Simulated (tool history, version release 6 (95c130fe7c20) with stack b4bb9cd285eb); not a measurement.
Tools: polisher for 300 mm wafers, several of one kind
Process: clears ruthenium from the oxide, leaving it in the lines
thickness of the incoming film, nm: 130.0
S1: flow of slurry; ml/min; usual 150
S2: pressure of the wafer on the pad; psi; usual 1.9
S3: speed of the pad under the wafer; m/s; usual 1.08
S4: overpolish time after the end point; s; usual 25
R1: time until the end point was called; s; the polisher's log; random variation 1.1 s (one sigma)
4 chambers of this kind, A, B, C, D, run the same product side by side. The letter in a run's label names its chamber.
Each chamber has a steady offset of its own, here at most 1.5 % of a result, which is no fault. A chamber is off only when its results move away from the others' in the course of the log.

run,hour,S1,S2,S3,S4,R1
1C,13.6,150,1.9,1.08,25,106.99
2A,19.9,150,1.9,1.08,25,106.46
3D,28.5,150,1.9,1.08,25,107.15
4B,41.8,150,1.9,1.08,25,107.22
# hour 44.1: chamber D: slurry nozzle cleaned
5A,55.5,110,1.9,1.08,31,112.94
# hour 64.8: chamber D: worn pad replaced by a new one
6D,67.9,110,1.9,1.08,31,111.71
7B,75.4,110,1.9,1.08,31,117.03
# hour 82.5: chamber C: worn pad replaced by a new one
# hour 84.4: chamber C: head pressure recalibrated
8C,86.7,110,1.9,1.08,31,114.65
9D,92.7,150,1.9,1.08,25,106.5
10B,99.3,150,1.9,1.08,25,108.7
# hour 100.5: chamber B: worn pad replaced by a new one
11A,110.1,150,1.9,1.08,25,107.83
12C,120.4,150,1.9,1.08,25,110.21
13A,129,105,1.5,1.08,25,145.36
14D,135.8,105,1.5,1.08,25,141.08
15C,146.8,105,1.5,1.08,25,146.24
16B,154.3,105,1.5,1.08,25,147.39
17B,160.4,130,1.9,1.08,25,112.46
# hour 161.2: chamber D: worn pad replaced by a new one
18C,173.2,130,1.9,1.08,25,110.95
19A,181,130,1.9,1.08,25,111.04
20D,193.1,130,1.9,1.08,25,109.7
21D,202.7,150,1.9,1.08,25,107.99
22B,212.7,150,1.9,1.08,25,109.6
23C,220.9,150,1.9,1.08,25,108.47
24A,232.8,150,1.9,1.08,25,110.65
# hour 240: chamber D: slurry nozzle cleaned
# hour 240.9: chamber B: worn pad replaced by a new one
25C,244.4,150,1.9,1.08,25,109.57
26D,254.5,150,1.9,1.08,25,106.95
# hour 255.9: chamber D: worn pad replaced by a new one
# hour 260.2: chamber C: worn pad replaced by a new one
27B,263.1,150,1.9,1.08,25,109
28A,275.1,150,1.9,1.08,25,112.34
29C,281.3,150,1.9,1.08,25,108.29
30B,291.2,190,1.9,0.82,25,140.92
31A,303.8,190,1.9,0.82,25,139.09
32D,314.1,190,1.9,0.82,25,139.26
33A,326.7,190,1.9,0.82,25,146
34C,339.4,150,1.9,1.08,25,107.9
# hour 345: chamber D: worn pad replaced by a new one
35B,349.4,150,1.9,1.08,25,109.1
36D,361.9,150,1.9,1.08,25,105.27
37D,370.1,150,1.5,1.08,38,134.36
38A,381.2,150,1.5,1.08,38,146.57
39C,387.8,150,1.5,1.08,38,135.71
40B,394.5,150,1.5,1.08,38,139.67
41B,403.5,150,1.9,1.2,39,99.217
42A,415.2,150,1.9,1.2,39,106.7
# hour 419.1: chamber C: worn pad replaced by a new one
43C,427.5,150,1.9,1.2,39,96.566

What goes on in this fleet: one chamber off, a drifting gauge, or nothing beyond the chambers' own small offsets? Name the chamber and the cause, if any.

Chamber A drifts away from the others.
Cause: removal rate lost through wear of the pad, % = 10.4.
The log may not tell that from: slurry flow missing at the pad, %; head's pressure below its setpoint, %.

Here are 4 candidates for chamber A's next run, each the usual settings with a change, their results left as question marks. Which one brings its results back in line with what the others give on the usual settings?
In line means no further than this from the other chambers' mean on the usual settings: R1 3.7 s
44A-1,437.4,150,1.9,1.12,25,?
44A-2,437.4,150,1.9,1.18,25,?
44A-3,437.4,150,1.9,1.06,25,?
44A-4,437.4,150,1.8,1.04,25,?

The other chambers' mean on the usual settings: R1 108.11 s
run,R1
44A-1,114.39
44A-2,108.66
44A-3,120.77
44A-4,129.85
44A-2 brings the chamber back in line.
